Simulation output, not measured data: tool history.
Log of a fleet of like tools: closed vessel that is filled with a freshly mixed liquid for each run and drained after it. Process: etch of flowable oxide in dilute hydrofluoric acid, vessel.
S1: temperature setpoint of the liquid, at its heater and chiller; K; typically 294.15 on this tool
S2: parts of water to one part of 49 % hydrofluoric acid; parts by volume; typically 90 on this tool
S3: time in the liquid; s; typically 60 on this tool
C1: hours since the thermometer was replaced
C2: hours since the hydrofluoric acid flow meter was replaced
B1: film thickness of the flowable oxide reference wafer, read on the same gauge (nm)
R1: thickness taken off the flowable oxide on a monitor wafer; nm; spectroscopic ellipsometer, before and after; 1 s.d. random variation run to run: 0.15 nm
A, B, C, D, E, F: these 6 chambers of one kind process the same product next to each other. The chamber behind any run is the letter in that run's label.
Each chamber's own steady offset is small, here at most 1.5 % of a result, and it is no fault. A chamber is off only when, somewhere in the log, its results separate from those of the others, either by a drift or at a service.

| run | hour | S1 | S2 | S3 | C1 | C2 | B1 | R1 |
|---|---|---|---|---|---|---|---|---|
| 1A | 3.7 | 294.15 | 90 | 60 | 388.9 | 596 | 150.02 | 18.802 |
| 2E | 8.1 | 294.15 | 90 | 60 | 429.4 | 410.2 | 150 | 19.07 |
| 3B | 10.8 | 294.15 | 90 | 60 | 736 | 1856.6 | 150.01 | 19.226 |
| 4D | 13.7 | 294.15 | 90 | 60 | 1019.2 | 123.2 | 150.03 | 19.14 |
| 5F | 16 | 294.15 | 90 | 60 | 2558.5 | 968.6 | 150 | 19.289 |
| 6C | 18.9 | 294.15 | 90 | 60 | 696.1 | 134.1 | 150 | 19.023 |
| 7D | 21.2 | 294.15 | 90 | 60 | 1026.7 | 130.7 | 149.97 | 19.288 |
| 8E | 24.6 | 294.15 | 90 | 60 | 445.9 | 426.7 | 150.01 | 19.304 |
| 9C | 27.5 | 294.15 | 90 | 60 | 704.7 | 142.7 | 149.99 | 18.817 |
| 10A | 30.5 | 294.15 | 90 | 60 | 415.7 | 622.8 | 150.01 | 19.384 |
| 11F | 33.6 | 297.65 | 90 | 70 | 2576.1 | 986.2 | 149.99 | 25.506 |
| 12B | 37.8 | 297.65 | 90 | 70 | 763 | 1883.6 | 150 | 25.568 |
| 13E | 40.6 | 297.65 | 90 | 70 | 461.9 | 442.7 | 149.99 | 25.731 |
| 14B | 44.4 | 297.65 | 90 | 70 | 769.6 | 1890.2 | 150 | 25.511 |
| 15D | 48.7 | 297.65 | 90 | 70 | 1054.2 | 158.2 | 150.03 | 25.956 |
| 16F | 53 | 297.65 | 90 | 70 | 2595.5 | 1005.6 | 149.99 | 25.608 |
| 17C | 55.2 | 294.15 | 90 | 60 | 732.4 | 170.4 | 149.99 | 19.086 |
| 18A | 59.2 | 294.15 | 90 | 60 | 444.4 | 651.5 | 149.99 | 18.996 |
| 19E | 63.5 | 294.15 | 90 | 60 | 484.8 | 465.6 | 149.99 | 19.132 |
| 20D | 66.8 | 294.15 | 90 | 60 | 1072.3 | 176.3 | 149.98 | 19.55 |
| 21F | 68.9 | 294.15 | 90 | 60 | 2611.4 | 1021.5 | 149.99 | 19.066 |
| 22B | 71.6 | 294.15 | 90 | 60 | 796.8 | 1917.4 | 150.02 | 18.833 |
| 23C | 74.9 | 290.65 | 55 | 60 | 752.1 | 190.1 | 150.01 | 28.359 |
| 24A | 79 | 290.65 | 55 | 60 | 464.2 | 671.3 | 150.03 | 28.111 |
| 25D | 81 | 290.65 | 55 | 60 | 1086.5 | 190.5 | 150.02 | 28.733 |
| 26B | 85 | 290.65 | 55 | 60 | 810.2 | 1930.8 | 149.99 | 28.2 |
| 27E | 88.9 | 290.65 | 55 | 60 | 510.2 | 491 | 150 | 27.407 |
| 28C | 90.9 | 290.65 | 55 | 60 | 768.1 | 206.1 | 150.02 | 28.404 |
| 29A | 93.4 | 294.15 | 90 | 60 | 478.6 | 685.7 | 149.99 | 19.304 |
| 30F | 97 | 294.15 | 90 | 60 | 2639.5 | 1049.6 | 150.01 | 19.054 |
| 31D | 101.1 | 294.15 | 90 | 60 | 1106.6 | 210.6 | 149.96 | 19.431 |
| 32B | 105.1 | 294.15 | 90 | 60 | 830.3 | 1950.9 | 149.97 | 18.916 |
| 33A | 107.1 | 294.15 | 90 | 60 | 492.3 | 699.4 | 150.01 | 18.902 |
| 34C | 111 | 294.15 | 90 | 60 | 788.2 | 226.2 | 150 | 19.088 |
| 35F | 114.8 | 294.15 | 90 | 60 | 2657.3 | 1067.4 | 150.01 | 19.143 |
| 36E | 118.5 | 294.15 | 90 | 60 | 539.8 | 520.6 | 150.03 | 18.364 |
|  | 120 | chamber C: thermometer replaced |
| 37C | 121.1 | 294.15 | 65 | 85 | 1.1 | 236.3 | 150.01 | 38.834 |
| 38A | 124.2 | 294.15 | 65 | 85 | 509.4 | 716.5 | 149.98 | 38.725 |
| 39D | 127.7 | 294.15 | 65 | 85 | 1133.2 | 237.2 | 150 | 38.856 |
| 40B | 132 | 294.15 | 65 | 85 | 857.2 | 1977.8 | 149.99 | 38.045 |
| 41F | 134 | 294.15 | 65 | 85 | 2676.5 | 1086.6 | 150.01 | 38.461 |
| 42E | 136.2 | 294.15 | 65 | 85 | 557.5 | 538.3 | 150.02 | 36.252 |
| 43D | 140 | 294.15 | 90 | 60 | 1145.5 | 249.5 | 150.01 | 19.365 |
| 44A | 144.3 | 294.15 | 90 | 60 | 529.5 | 736.6 | 149.99 | 18.92 |

One chamber off, gauge drift, or nothing amiss beyond the chambers' own small offsets? If it is a chamber, which one, and what is the likeliest cause?

One chamber, E, drifts off from the rest bit by bit.
What lies behind it: hydrofluoric acid flow below the setpoint (%) = 4.93.
The log may not tell that from: liquid colder than its thermometer reads (K).

Chamber E could run next with any of the 4 candidate recipes listed below; each alters the usual settings, and their results appear as question marks. Which one brings its results back in line with what the other chambers deliver on the usual settings?
Maximum distance from the other chambers' mean on the usual settings for a result to count as in line: R1 0.54 nm
| 45E-1 | 147.5 | 294.15 | 95 | 60 |  |  |  | ? |
| 45E-2 | 147.5 | 294.15 | 100 | 60 |  |  |  | ? |
| 45E-3 | 147.5 | 294.15 | 85 | 60 |  |  |  | ? |
| 45E-4 | 147.5 | 297.15 | 90 | 60 |  |  |  | ? |

The mean the other chambers reach with the usual settings: R1 19.139 nm
| run | R1 |
|---|---|
| 45E-1 | 16.949 |
| 45E-2 | 16.013 |
| 45E-3 | 19.152 |
| 45E-4 | 20.301 |
45E-3 is the one that brings the chamber's results back in line with the other chambers.

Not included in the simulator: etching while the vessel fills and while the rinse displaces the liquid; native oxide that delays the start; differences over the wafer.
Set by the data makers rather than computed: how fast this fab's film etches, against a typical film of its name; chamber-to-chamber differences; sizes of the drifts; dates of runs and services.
